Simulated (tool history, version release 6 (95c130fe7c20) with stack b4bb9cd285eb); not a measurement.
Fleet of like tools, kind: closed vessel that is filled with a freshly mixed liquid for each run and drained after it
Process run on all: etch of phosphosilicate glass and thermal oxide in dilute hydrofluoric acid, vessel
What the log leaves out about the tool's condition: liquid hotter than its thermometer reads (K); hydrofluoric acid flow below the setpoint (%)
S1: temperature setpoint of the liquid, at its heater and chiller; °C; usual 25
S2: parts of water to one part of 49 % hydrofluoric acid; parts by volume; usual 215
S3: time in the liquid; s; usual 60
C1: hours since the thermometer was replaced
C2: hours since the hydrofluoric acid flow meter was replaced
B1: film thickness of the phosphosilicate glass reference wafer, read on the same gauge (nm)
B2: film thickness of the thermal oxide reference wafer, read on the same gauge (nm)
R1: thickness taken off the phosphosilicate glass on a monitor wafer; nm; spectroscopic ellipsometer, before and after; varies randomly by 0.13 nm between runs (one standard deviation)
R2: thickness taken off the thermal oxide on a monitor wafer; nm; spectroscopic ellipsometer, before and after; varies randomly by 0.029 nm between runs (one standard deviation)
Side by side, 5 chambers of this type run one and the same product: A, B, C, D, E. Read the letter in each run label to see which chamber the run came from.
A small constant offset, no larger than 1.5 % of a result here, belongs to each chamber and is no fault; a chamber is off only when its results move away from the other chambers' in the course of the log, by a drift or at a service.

run	hour	S1	S2	S3	C1	C2	B1	B2	R1	R2
1A	6.6	25	215	60	2252	1567.2	29.983	40.005	28.471	1.1763
# hour 9.3: chamber B: thermometer replaced
2E	12.8	25	215	60	468.3	231.9	30.013	39.997	29.253	1.1564
3D	17.2	25	215	60	2305.4	1850.9	30.024	39.986	29.056	1.1547
4C	22	25	215	60	102	1822.1	29.991	40.03	29.077	1.1001
5B	26.5	25	215	60	17.2	539.3	30.011	39.986	28.652	1.1274
6E	30.9	27	215	60	486.4	250	30.004	40.031	31.151	1.2761
7A	34.8	27	215	60	2280.2	1595.4	30.005	40.011	30.897	1.2171
8C	42	27	215	60	122	1842.1	29.969	39.977	30.892	1.2864
9B	49.1	27	215	60	39.8	561.9	29.989	40.003	30.905	1.2705
10D	56.7	27	215	60	2344.9	1890.4	30.007	40.023	31.075	1.2126
11B	63.7	25	215	60	54.4	576.5	29.987	39.982	28.71	1.1374
12E	69.8	25	215	60	525.3	288.9	30.006	40.018	29.232	1.17
13D	75.7	25	215	60	2363.9	1909.4	30.014	40.001	28.874	1.1497
14C	82.5	25	215	60	162.5	1882.6	29.997	40.006	28.856	1.1697
15A	89.1	25	215	60	2334.5	1649.7	30.032	40.01	28.715	1.1807
16D	93.6	25	215	60	2381.8	1927.3	29.962	40.027	29.23	1.1884
17A	99.3	25	215	60	2344.7	1659.9	29.996	40.008	28.886	1.1332
18C	105.6	25	215	60	185.6	1905.7	30.016	40.021	28.738	1.115
19B	110.5	25	285	80	101.2	623.3	29.998	40.017	26.24	1.0151
20E	117.2	25	285	80	572.7	336.3	29.999	39.984	27.17	1.1082
21B	125.1	25	285	80	115.8	637.9	30.012	39.991	26.04	1.0161
22D	130.2	25	285	80	2418.4	1963.9	29.965	40.004	27.067	1.0943
23E	137.3	25	285	80	592.8	356.4	30.016	40.013	27.117	1.0215
24C	141	25	215	60	221	1941.1	30.057	40.006	28.742	1.1483
25A	145.7	25	215	60	2391.1	1706.3	30.007	40.007	28.6	1.1566
26C	152.3	28	215	60	232.3	1952.4	30.005	39.988	32.177	1.2736
27D	160	28	215	60	2448.2	1993.7	30.014	39.999	32.145	1.3087
28B	164.7	28	215	60	155.4	677.5	29.987	39.998	30.85	1.2112
29E	169.9	28	215	60	625.4	389	30.002	39.97	32.383	1.2817
30A	175.7	28	215	60	2421.1	1736.3	30.042	40.017	32.164	1.3206
31B	182.8	21	215	60	173.5	695.6	30.017	40.009	23.888	0.96228
32E	186.7	21	215	60	642.2	405.8	30.015	40.001	25.176	0.94126
33A	191.9	21	215	60	2437.3	1752.5	29.999	40.015	24.654	1.0157
34C	199.9	21	215	60	279.9	2000	29.982	39.997	24.778	0.98628
35D	205.8	21	215	60	2494	2039.5	30.004	39.986	25.214	0.97142
36D	210	25	215	60	2498.2	2043.7	29.98	39.971	29.213	1.1287
37C	216.4	25	215	60	296.4	2016.5	30.007	39.987	28.877	1.1533
38B	221.2	25	215	60	211.9	734	30.029	40.029	27.217	1.0684
39E	226.5	25	215	60	682	445.6	30.034	39.98	28.88	1.1491
40A	231.8	25	215	60	2477.2	1792.4	30.005	39.998	28.677	1.1218

Does one chamber stand apart from the rest, does the shared gauge drift, or is all well apart from small per-chamber offsets? Give the chamber and the most likely cause, where there is one.

Little by little, chamber B moves away from the other chambers.
Most likely cause: hydrofluoric acid flow below the setpoint (%) = 4.73.
With only this log, it may be confused with: liquid colder than its thermometer reads (K).

Here are 4 candidates for chamber B's next run, each the usual settings with a change, their results left as question marks. Which one brings its results back in line with what the others give on the usual settings?
In line means no further than this from the other chambers' mean on the usual settings: R1 0.46 nm; R2 0.1 nm
41B-1	237.6	25	225	60					?	?
41B-2	237.6	25	205	60					?	?
41B-3	237.6	25	210	60					?	?
41B-4	237.6	25	220	60					?	?

Average result of the remaining chambers running the usual settings: R1 28.951 nm; R2 1.1545 nm
run	R1	R2
41B-1	25.728	1.0004
41B-2	28.92	1.1245
41B-3	28.062	1.0911
41B-4	26.468	1.0291
41B-2 is the one that brings the chamber's results back in line with the other chambers.
